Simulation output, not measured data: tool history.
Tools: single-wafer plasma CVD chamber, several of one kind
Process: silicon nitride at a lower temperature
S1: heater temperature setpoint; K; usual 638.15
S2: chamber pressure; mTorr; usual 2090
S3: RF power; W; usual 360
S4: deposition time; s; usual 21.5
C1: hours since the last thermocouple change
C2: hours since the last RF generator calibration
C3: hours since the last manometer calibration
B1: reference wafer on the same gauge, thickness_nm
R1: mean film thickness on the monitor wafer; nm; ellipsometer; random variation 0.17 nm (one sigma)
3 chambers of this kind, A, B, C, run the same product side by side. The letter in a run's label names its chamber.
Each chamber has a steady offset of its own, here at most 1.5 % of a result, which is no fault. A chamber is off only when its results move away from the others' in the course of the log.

{"run": "1A", "hour": 8.2, "S1": 638.15, "S2": 2090, "S3": 360, "S4": 21.5, "C1": 317.9, "C2": 455.4, "C3": 1035.8, "B1": 26.689, "R1": 30.511}
{"run": "2C", "hour": 17.8, "S1": 638.15, "S2": 2090, "S3": 360, "S4": 21.5, "C1": 750.1, "C2": 1271.5, "C3": 559.9, "B1": 26.708, "R1": 30.379}
{"run": "3B", "hour": 29.7, "S1": 638.15, "S2": 2090, "S3": 360, "S4": 21.5, "C1": 1861.7, "C2": 416.3, "C3": 982.2, "B1": 26.715, "R1": 30.614}
{"run": "4B", "hour": 41.4, "S1": 638.15, "S2": 2090, "S3": 360, "S4": 21.5, "C1": 1873.4, "C2": 428.0, "C3": 993.9, "B1": 26.712, "R1": 30.607}
{"run": "5C", "hour": 48.6, "S1": 638.15, "S2": 2090, "S3": 360, "S4": 24.2, "C1": 780.9, "C2": 1302.3, "C3": 590.7, "B1": 26.712, "R1": 34.212}
{"run": "6A", "hour": 62.9, "S1": 638.15, "S2": 2090, "S3": 360, "S4": 24.2, "C1": 372.6, "C2": 510.1, "C3": 1090.5, "B1": 26.716, "R1": 34.552}
{"run": "7C", "hour": 72.6, "S1": 638.15, "S2": 2090, "S3": 360, "S4": 24.2, "C1": 804.9, "C2": 1326.3, "C3": 614.7, "B1": 26.694, "R1": 34.049}
{"run": "8A", "hour": 82.1, "S1": 638.15, "S2": 2090, "S3": 360, "S4": 21.5, "C1": 391.8, "C2": 529.3, "C3": 1109.7, "B1": 26.658, "R1": 30.356}
{"run": "9B", "hour": 89.6, "S1": 638.15, "S2": 2090, "S3": 360, "S4": 21.5, "C1": 1921.6, "C2": 476.2, "C3": 1042.1, "B1": 26.673, "R1": 30.564}
{"run": "10A", "hour": 99.5, "S1": 645.15, "S2": 2090, "S3": 360, "S4": 21.5, "C1": 409.2, "C2": 546.7, "C3": 1127.1, "B1": 26.676, "R1": 30.624}
{"run": "11C", "hour": 112.9, "S1": 645.15, "S2": 2090, "S3": 360, "S4": 21.5, "C1": 845.2, "C2": 1366.6, "C3": 655.0, "B1": 26.71, "R1": 30.414}
{"run": "12B", "hour": 122.0, "S1": 645.15, "S2": 2090, "S3": 360, "S4": 21.5, "C1": 1954.0, "C2": 508.6, "C3": 1074.5, "B1": 26.726, "R1": 30.407}
{"run": "13B", "hour": 131.0, "S1": 638.15, "S2": 2090, "S3": 360, "S4": 21.5, "C1": 1963.0, "C2": 517.6, "C3": 1083.5, "B1": 26.693, "R1": 30.189}
{"run": "14C", "hour": 140.9, "S1": 638.15, "S2": 2090, "S3": 360, "S4": 21.5, "C1": 873.2, "C2": 1394.6, "C3": 683.0, "B1": 26.686, "R1": 30.072}
{"run": "15A", "hour": 148.0, "S1": 638.15, "S2": 2090, "S3": 360, "S4": 21.5, "C1": 457.7, "C2": 595.2, "C3": 1175.6, "B1": 26.692, "R1": 30.203}
{"run": "16B", "hour": 155.2, "S1": 627.15, "S2": 2090, "S3": 360, "S4": 24.6, "C1": 1987.2, "C2": 541.8, "C3": 1107.7, "B1": 26.7, "R1": 34.72}
{"run": "17A", "hour": 167.8, "S1": 627.15, "S2": 2090, "S3": 360, "S4": 24.6, "C1": 477.5, "C2": 615.0, "C3": 1195.4, "B1": 26.686, "R1": 35.076}
{"run": "18C", "hour": 175.6, "S1": 627.15, "S2": 2090, "S3": 360, "S4": 24.6, "C1": 907.9, "C2": 1429.3, "C3": 717.7, "B1": 26.698, "R1": 34.265}
{"run": "19B", "hour": 187.6, "S1": 638.15, "S2": 2090, "S3": 360, "S4": 21.5, "C1": 2019.6, "C2": 574.2, "C3": 1140.1, "B1": 26.699, "R1": 30.163}
{"run": "20C", "hour": 197.6, "S1": 638.15, "S2": 2090, "S3": 360, "S4": 21.5, "C1": 929.9, "C2": 1451.3, "C3": 739.7, "B1": 26.702, "R1": 30.497}
{"run": "21A", "hour": 210.7, "S1": 638.15, "S2": 2090, "S3": 360, "S4": 21.5, "C1": 520.4, "C2": 657.9, "C3": 1238.3, "B1": 26.71, "R1": 30.662}
{"run": "22B", "hour": 224.4, "S1": 638.15, "S2": 2090, "S3": 360, "S4": 21.5, "C1": 2056.4, "C2": 611.0, "C3": 1176.9, "B1": 26.699, "R1": 30.107}
{"run": "23A", "hour": 234.6, "S1": 638.15, "S2": 2090, "S3": 405, "S4": 21.5, "C1": 544.3, "C2": 681.8, "C3": 1262.2, "B1": 26.69, "R1": 32.8}
{"run": "24C", "hour": 241.6, "S1": 638.15, "S2": 2090, "S3": 405, "S4": 21.5, "C1": 973.9, "C2": 1495.3, "C3": 783.7, "B1": 26.674, "R1": 32.632}
{"run": "25B", "hour": 251.7, "S1": 638.15, "S2": 2090, "S3": 405, "S4": 21.5, "C1": 2083.7, "C2": 638.3, "C3": 1204.2, "B1": 26.711, "R1": 32.061}
{"run": "26A", "hour": 262.3, "S1": 638.15, "S2": 2090, "S3": 360, "S4": 21.5, "C1": 572.0, "C2": 709.5, "C3": 1289.9, "B1": 26.703, "R1": 30.733}
{"run": "27C", "hour": 270.9, "S1": 638.15, "S2": 2090, "S3": 360, "S4": 21.5, "C1": 1003.2, "C2": 1524.6, "C3": 813.0, "B1": 26.708, "R1": 30.132}
{"hour": 273.2, "done": "chamber C: RF generator calibrated"}
{"run": "28A", "hour": 282.5, "S1": 638.15, "S2": 2090, "S3": 360, "S4": 21.5, "C1": 592.2, "C2": 729.7, "C3": 1310.1, "B1": 26.673, "R1": 30.264}
{"run": "29C", "hour": 294.1, "S1": 638.15, "S2": 2090, "S3": 360, "S4": 21.5, "C1": 1026.4, "C2": 20.9, "C3": 836.2, "B1": 26.696, "R1": 30.277}
{"run": "30B", "hour": 306.4, "S1": 638.15, "S2": 2090, "S3": 360, "S4": 21.5, "C1": 2138.4, "C2": 693.0, "C3": 1258.9, "B1": 26.689, "R1": 29.384}
{"run": "31C", "hour": 315.2, "S1": 638.15, "S2": 2090, "S3": 360, "S4": 21.5, "C1": 1047.5, "C2": 42.0, "C3": 857.3, "B1": 26.717, "R1": 30.129}
{"run": "32A", "hour": 327.8, "S1": 638.15, "S2": 2090, "S3": 360, "S4": 21.5, "C1": 637.5, "C2": 775.0, "C3": 1355.4, "B1": 26.705, "R1": 30.418}
{"run": "33B", "hour": 338.9, "S1": 638.15, "S2": 2090, "S3": 360, "S4": 21.5, "C1": 2170.9, "C2": 725.5, "C3": 1291.4, "B1": 26.698, "R1": 29.458}

Next, every chamber runs the same settings. What will each give?
{"run": "34A", "hour": 349.2, "S1": 638.15, "S2": 2340, "S3": 360, "S4": 21.5, "R1": "?"}
{"run": "34B", "hour": 349.2, "S1": 638.15, "S2": 2340, "S3": 360, "S4": 21.5, "R1": "?"}
{"run": "34C", "hour": 349.2, "S1": 638.15, "S2": 2340, "S3": 360, "S4": 21.5, "R1": "?"}

run=34A R1=31.487
run=34B R1=30.168
run=34C R1=31.434
